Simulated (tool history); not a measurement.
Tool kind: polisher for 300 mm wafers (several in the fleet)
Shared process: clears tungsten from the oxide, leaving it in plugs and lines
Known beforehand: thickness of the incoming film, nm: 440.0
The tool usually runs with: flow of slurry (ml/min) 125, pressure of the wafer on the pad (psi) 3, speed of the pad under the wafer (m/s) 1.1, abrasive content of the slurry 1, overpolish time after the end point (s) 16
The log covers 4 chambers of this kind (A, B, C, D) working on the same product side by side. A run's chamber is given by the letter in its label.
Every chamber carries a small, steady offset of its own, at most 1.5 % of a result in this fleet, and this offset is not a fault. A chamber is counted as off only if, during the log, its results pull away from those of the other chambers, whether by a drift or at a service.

| run | day | flow of slurry (ml/min) | pressure of the wafer on the pad (psi) | speed of the pad under the wafer (m/s) | abrasive content of the slurry | overpolish time after the end point (s) | wafers polished on this pad | hours since the slurry nozzle was cleaned | hours since the head pressure was calibrated | hours since the slurry blender was calibrated | hours since the slurry got fresh peroxide | time until the end point was called (s) |
|---|---|---|---|---|---|---|---|---|---|---|---|---|
|  | 0.288 | chamber B: slurry nozzle cleaned |
| 1D | 0.479 | 125 | 3 | 1.1 | 1 | 16 | 397 | 216.1 | 32.5 | 180.1 | 103.2 | 119.9 |
| 2A | 0.804 | 125 | 3 | 1.1 | 1 | 16 | 431 | 337.6 | 631.1 | 291.4 | 33.4 | 118.49 |
|  | 0.942 | chamber D: slurry blender recalibrated |
|  | 1.079 | chamber B: slurry tank refilled with fresh slurry and peroxide |
| 3B | 1.333 | 125 | 3 | 1.1 | 1 | 16 | 357 | 25.2 | 106.7 | 181.7 | 6.2 | 118 |
|  | 1.596 | chamber D: slurry tank refilled with fresh slurry and peroxide |
|  | 1.692 | chamber C: worn pad replaced by a new one |
| 4C | 1.788 | 125 | 3 | 1.1 | 1 | 16 | 14 | 459.1 | 212.5 | 78.4 | 76.9 | 118.94 |
| 5A | 2.196 | 125 | 3 | 1.1 | 1 | 16 | 641 | 371 | 664.5 | 324.8 | 66.8 | 118.81 |
| 6C | 2.629 | 125 | 3 | 1.1 | 1 | 16 | 141 | 479.3 | 232.7 | 98.6 | 97.1 | 117.72 |
|  | 2.767 | chamber A: slurry tank refilled with fresh slurry and peroxide |
| 7D | 3.038 | 125 | 3 | 1.1 | 1 | 16 | 784 | 277.5 | 93.9 | 50.3 | 34.6 | 117.92 |
|  | 3.075 | chamber D: slurry nozzle cleaned |
| 8B | 3.504 | 125 | 3 | 1.1 | 1 | 16 | 685 | 77.3 | 158.8 | 233.8 | 58.3 | 116.7 |
|  | 3.608 | chamber B: slurry blender recalibrated |
| 9B | 3.775 | 125 | 3 | 1.1 | 1 | 16 | 726 | 83.8 | 165.3 | 4 | 64.8 | 117.12 |
| 10C | 4.288 | 125 | 3 | 1.1 | 1 | 16 | 392 | 519.1 | 272.5 | 138.4 | 136.9 | 115.68 |
|  | 4.325 | chamber D: worn pad replaced by a new one |
| 11A | 4.608 | 125 | 3 | 1.1 | 1 | 16 | 1006 | 428.9 | 722.4 | 382.7 | 44.3 | 118.57 |
| 12D | 4.892 | 125 | 3 | 1.1 | 1 | 16 | 85 | 43.7 | 138.4 | 94.8 | 79.1 | 117.89 |
| 13B | 5.317 | 125 | 3 | 1.1 | 1 | 16 | 959 | 120.8 | 202.3 | 41 | 101.8 | 118.58 |
|  | 5.388 | chamber C: worn pad replaced by a new one |
|  | 5.583 | chamber A: worn pad replaced by a new one |
|  | 5.65 | chamber A: slurry tank refilled with fresh slurry and peroxide |
| 14C | 5.671 | 125 | 3 | 1.1 | 1 | 16 | 43 | 552.3 | 305.7 | 171.6 | 170.1 | 120.59 |
|  | 5.908 | chamber B: worn pad replaced by a new one |
| 15A | 6.217 | 125 | 3 | 1.1 | 1 | 16 | 96 | 467.5 | 761 | 421.3 | 13.6 | 118.8 |
|  | 6.304 | chamber B: slurry tank refilled with fresh slurry and peroxide |
| 16D | 6.646 | 125 | 3 | 1.1 | 1 | 16 | 350 | 85.8 | 180.5 | 136.9 | 121.2 | 119.19 |
|  | 6.85 | chamber A: slurry blender recalibrated |
|  | 6.888 | chamber A: head pressure recalibrated |
| 17D | 7.042 | 125 | 3 | 1.44 | 0.8 | 16 | 410 | 95.3 | 190 | 146.4 | 130.7 | 95.6 |
| 18B | 7.517 | 125 | 3 | 1.44 | 0.8 | 16 | 243 | 173.6 | 255.1 | 93.8 | 29.2 | 93.994 |
|  | 7.612 | chamber D: slurry tank refilled with fresh slurry and peroxide |
| 19A | 7.862 | 125 | 3 | 1.44 | 0.8 | 16 | 344 | 507 | 23.4 | 24.4 | 53.1 | 94.48 |
| 20C | 8.392 | 125 | 3 | 1.44 | 0.8 | 16 | 454 | 617.6 | 371 | 236.9 | 235.4 | 103.73 |
|  | 8.658 | chamber A: slurry tank refilled with fresh slurry and peroxide |
| 21C | 8.7 | 125 | 3 | 1.1 | 1 | 16 | 500 | 625 | 378.4 | 244.3 | 242.8 | 125.19 |
|  | 8.954 | chamber C: worn pad replaced by a new one |
| 22D | 8.996 | 125 | 3 | 1.1 | 1 | 16 | 705 | 142.2 | 236.9 | 193.3 | 33.3 | 120.18 |
|  | 9.188 | chamber C: slurry nozzle cleaned |
|  | 9.338 | chamber D: slurry blender recalibrated |
| 23B | 9.433 | 125 | 3 | 1.1 | 1 | 11 | 532 | 219.6 | 301.1 | 139.8 | 75.2 | 117.34 |
| 24A | 9.879 | 125 | 3 | 1.1 | 1 | 11 | 649 | 555.4 | 71.8 | 72.8 | 29.4 | 119.63 |
| 25B | 10.425 | 125 | 3 | 1.1 | 1 | 11 | 682 | 243.4 | 324.9 | 163.6 | 99 | 118.32 |
|  | 10.808 | chamber D: worn pad replaced by a new one |
| 26A | 10.817 | 125 | 3 | 1.1 | 1 | 11 | 790 | 577.9 | 94.3 | 95.3 | 51.9 | 120.98 |
| 27D | 11.346 | 125 | 3 | 1.1 | 1 | 16 | 81 | 198.6 | 293.3 | 48.3 | 89.7 | 119.48 |
| 28C | 11.846 | 125 | 3 | 1.1 | 1 | 16 | 436 | 63.9 | 453.9 | 319.8 | 318.3 | 134.59 |

Each of the 4 chambers runs these same settings next. Fill in every chamber's results:
| 29A | 12.246 | 125 | 3 | 1.1 | 1 | 9 |  |  |  |  |  | ? |
| 29B | 12.246 | 125 | 3 | 1.1 | 1 | 9 |  |  |  |  |  | ? |
| 29C | 12.246 | 125 | 3 | 1.1 | 1 | 9 |  |  |  |  |  | ? |
| 29D | 12.246 | 125 | 3 | 1.1 | 1 | 9 |  |  |  |  |  | ? |

| run | time until the end point was called (s) |
|---|---|
| 29A | 122.23 |
| 29B | 118.45 |
| 29C | 136.25 |
| 29D | 118.69 |
